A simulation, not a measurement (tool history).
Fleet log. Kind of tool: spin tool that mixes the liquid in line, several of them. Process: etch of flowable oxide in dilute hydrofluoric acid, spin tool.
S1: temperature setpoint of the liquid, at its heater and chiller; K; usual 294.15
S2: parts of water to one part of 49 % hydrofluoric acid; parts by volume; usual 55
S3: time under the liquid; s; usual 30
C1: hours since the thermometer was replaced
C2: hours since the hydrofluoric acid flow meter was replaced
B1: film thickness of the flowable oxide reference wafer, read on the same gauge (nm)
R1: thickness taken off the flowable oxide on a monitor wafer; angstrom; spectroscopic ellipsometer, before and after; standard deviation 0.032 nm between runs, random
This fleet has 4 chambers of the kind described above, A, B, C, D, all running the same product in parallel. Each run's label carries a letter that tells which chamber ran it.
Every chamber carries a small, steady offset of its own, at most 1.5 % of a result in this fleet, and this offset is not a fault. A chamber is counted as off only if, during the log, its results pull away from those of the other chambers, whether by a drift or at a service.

run 1B day=0.158 | S1=294.15 S2=55 S3=30 | C1=1197.6 C2=753.4 | B1=29.979 | R1=105.900
run 2A day=0.433 | S1=294.15 S2=55 S3=30 | C1=521.9 C2=305.2 | B1=29.971 | R1=106.410
run 3D day=0.750 | S1=294.15 S2=55 S3=30 | C1=499.5 C2=1227.6 | B1=30.054 | R1=105.770
run 4C day=1.071 | S1=294.15 S2=55 S3=30 | C1=421.4 C2=42.2 | B1=30.004 | R1=106.150
run 5A day=1.379 | S1=294.15 S2=35 S3=30 | C1=544.6 C2=327.9 | B1=29.998 | R1=172.310
run 6D day=1.600 | S1=294.15 S2=35 S3=30 | C1=519.9 C2=1248.0 | B1=30.004 | R1=170.390
run 7C day=1.879 | S1=294.15 S2=35 S3=30 | C1=440.8 C2=61.6 | B1=29.976 | R1=174.360
run 8B day=2.229 | S1=294.15 S2=35 S3=30 | C1=1247.3 C2=803.1 | B1=29.994 | R1=171.780
run 9B day=2.579 | S1=294.15 S2=55 S3=30 | C1=1255.7 C2=811.5 | B1=30.019 | R1=106.170
run 10C day=2.892 | S1=290.15 S2=65 S3=30 | C1=465.1 C2=85.9 | B1=29.992 | R1=75.215
run 11A day=3.154 | S1=290.15 S2=65 S3=30 | C1=587.2 C2=370.5 | B1=29.988 | R1=74.009
run 12D day=3.433 | S1=290.15 S2=65 S3=30 | C1=563.9 C2=1292.0 | B1=29.959 | R1=74.213
run 13B day=3.679 | S1=290.15 S2=65 S3=30 | C1=1282.1 C2=837.9 | B1=29.985 | R1=75.669
run 14A day=3.954 | S1=294.15 S2=55 S3=30 | C1=606.4 C2=389.7 | B1=30.015 | R1=105.910
run 15C day=4.125 | S1=294.15 S2=55 S3=30 | C1=494.7 C2=115.5 | B1=30.045 | R1=107.210
run 16D day=4.321 | S1=294.15 S2=55 S3=30 | C1=585.2 C2=1313.3 | B1=30.028 | R1=104.230
run 17C day=4.646 | S1=294.15 S2=55 S3=30 | C1=507.2 C2=128.0 | B1=29.983 | R1=106.820
run 18A day=4.879 | S1=294.15 S2=55 S3=30 | C1=628.6 C2=411.9 | B1=29.975 | R1=106.340
run 19D day=5.188 | S1=294.15 S2=55 S3=30 | C1=606.0 C2=1334.1 | B1=30.012 | R1=104.300
run 20B day=5.388 | S1=294.15 S2=55 S3=30 | C1=1323.1 C2=878.9 | B1=30.024 | R1=106.320
run 21A day=5.717 | S1=294.15 S2=55 S3=30 | C1=648.7 C2=432.0 | B1=30.000 | R1=105.510
run 22C day=5.967 | S1=294.15 S2=55 S3=30 | C1=538.9 C2=159.7 | B1=30.006 | R1=106.410
run 23B day=6.162 | S1=294.15 S2=80 S3=30 | C1=1341.7 C2=897.5 | B1=30.013 | R1=71.542
run 24D day=6.521 | S1=294.15 S2=80 S3=30 | C1=638.0 C2=1366.1 | B1=30.041 | R1=69.481
run 25C day=6.679 | S1=294.15 S2=80 S3=30 | C1=556.0 C2=176.8 | B1=30.018 | R1=70.883
run 26A day=6.946 | S1=294.15 S2=80 S3=30 | C1=678.2 C2=461.5 | B1=30.050 | R1=70.317
run 27B day=7.125 | S1=294.15 S2=55 S3=30 | C1=1364.8 C2=920.6 | B1=29.991 | R1=106.510
run 28D day=7.462 | S1=294.15 S2=55 S3=30 | C1=660.6 C2=1388.7 | B1=30.028 | R1=103.690
run 29A day=7.746 | S1=294.15 S2=55 S3=30 | C1=697.4 C2=480.7 | B1=30.036 | R1=106.040
run 30C day=8.079 | S1=294.15 S2=55 S3=30 | C1=589.6 C2=210.4 | B1=30.026 | R1=107.230
run 31D day=8.271 | S1=298.65 S2=55 S3=35 | C1=680.0 C2=1408.1 | B1=30.028 | R1=145.970
run 32B day=8.579 | S1=298.65 S2=55 S3=35 | C1=1399.7 C2=955.5 | B1=30.003 | R1=148.790
run 33A day=8.892 | S1=298.65 S2=55 S3=35 | C1=724.9 C2=508.2 | B1=29.974 | R1=149.030
-- day=9.112 chamber B: hydrofluoric acid flow meter replaced
run 34B day=9.192 | S1=298.65 S2=55 S3=35 | C1=1414.4 C2=1.9 | B1=30.047 | R1=149.340
run 35C day=9.538 | S1=294.15 S2=55 S3=30 | C1=624.6 C2=245.4 | B1=29.947 | R1=106.220
run 36D day=9.858 | S1=294.15 S2=75 S3=50 | C1=718.1 C2=1446.2 | B1=30.008 | R1=122.200
run 37C day=10.142 | S1=294.15 S2=75 S3=50 | C1=639.1 C2=259.9 | B1=30.012 | R1=126.750
run 38D day=10.467 | S1=294.15 S2=75 S3=50 | C1=732.7 C2=1460.8 | B1=30.025 | R1=122.140

All chambers now run identical settings, listed one chamber a line with results as question marks. What results will each chamber show?
run 39A day=10.725 | S1=294.15 S2=55 S3=30 | R1=?
run 39B day=10.725 | S1=294.15 S2=55 S3=30 | R1=?
run 39C day=10.725 | S1=294.15 S2=55 S3=30 | R1=?
run 39D day=10.725 | S1=294.15 S2=55 S3=30 | R1=?

run=39A R1=106.060
run=39B R1=106.600
run=39C R1=106.350
run=39D R1=101.780
